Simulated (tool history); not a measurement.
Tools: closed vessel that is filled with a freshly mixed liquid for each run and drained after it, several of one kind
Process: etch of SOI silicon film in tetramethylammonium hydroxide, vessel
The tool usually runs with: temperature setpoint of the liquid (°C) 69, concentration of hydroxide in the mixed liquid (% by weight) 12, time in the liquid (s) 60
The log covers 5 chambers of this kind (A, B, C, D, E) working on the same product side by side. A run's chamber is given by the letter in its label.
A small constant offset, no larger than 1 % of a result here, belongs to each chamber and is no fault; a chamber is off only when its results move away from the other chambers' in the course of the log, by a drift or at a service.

run,hour,temperature setpoint of the liquid (°C),concentration of hydroxide in the mixed liquid (% by weight),time in the liquid (s),"read-back film thickness of the SOI silicon film reference wafer, read on the same gauge (nm)",thickness taken off the SOI silicon film on a monitor wafer (angstrom)
1E,10.2,69,12,60,120.02,3629.6
2C,17.9,69,12,60,120,3639.4
3B,25.7,69,12,60,119.99,3680.4
4A,33.5,69,12,60,119.99,3611.4
5D,41.4,69,12,60,120,3618.1
6E,50,69,12,60,120.03,3600.1
7A,56.7,69,12,60,120.02,3598.5
8B,62.6,69,12,60,119.98,3682.6
9C,68.2,69,12,60,120,3640.8
10D,74.2,69,12,60,120,3600.4
11B,84,69,12,60,119.97,3675.3
12C,89.7,69,12,60,120.01,3670.2
13D,97.2,69,12,60,119.95,3611.8
14A,105.7,66,12,80,120.01,4067.2
15E,110.7,66,12,80,120,4026
16D,116,66,12,80,120.02,4061.2
17C,123.8,66,12,80,120.01,4051.1
18A,130.7,66,12,80,120.02,4018.6
19B,140.1,69,12,60,120.03,3655.2
20E,148.8,69,12,60,120.04,3618.4
21D,157.1,69,14.5,60,119.97,3274.5
# hour 160.4: chamber D: thermometer replaced
22C,167.4,69,14.5,60,119.96,3362.1
23E,176.7,69,14.5,60,119.98,3293.8
24A,184.7,69,14.5,60,120,3341.1
# hour 193.6: chamber D: hydroxide flow meter replaced
25B,195,69,14.5,60,120.04,3350.3
26A,202.2,69,12,60,120.06,3677.5
# hour 206.6: chamber A: thermometer replaced
27C,207.5,69,12,35,120.04,2132.4
28B,215.2,69,12,35,120,2127.1
29D,224.5,69,12,35,120.04,2103.2
30E,231.6,69,12,35,119.97,2067.5
31E,241,69,12,35,119.99,2052.4
32C,251.3,69,12,60,120,3685.2
33D,257.6,69,12,60,119.97,3645.9
34B,267.9,65,12,60,120.04,2869.8
35A,276.1,65,12,60,120,2888
36B,281,65,12,60,120.04,2866.4
37D,288.1,65,12,60,120.02,2872.3

Next, all 5 chambers run the settings below, one line each with question marks for the results. What does each chamber give?
38A,295.6,69,12,60,,?
38B,295.6,69,12,60,,?
38C,295.6,69,12,60,,?
38D,295.6,69,12,60,,?
38E,295.6,69,12,60,,?

run,thickness taken off the SOI silicon film on a monitor wafer (angstrom)
38A,3643.9
38B,3626
38C,3631.7
38D,3625.2
38E,3502.8
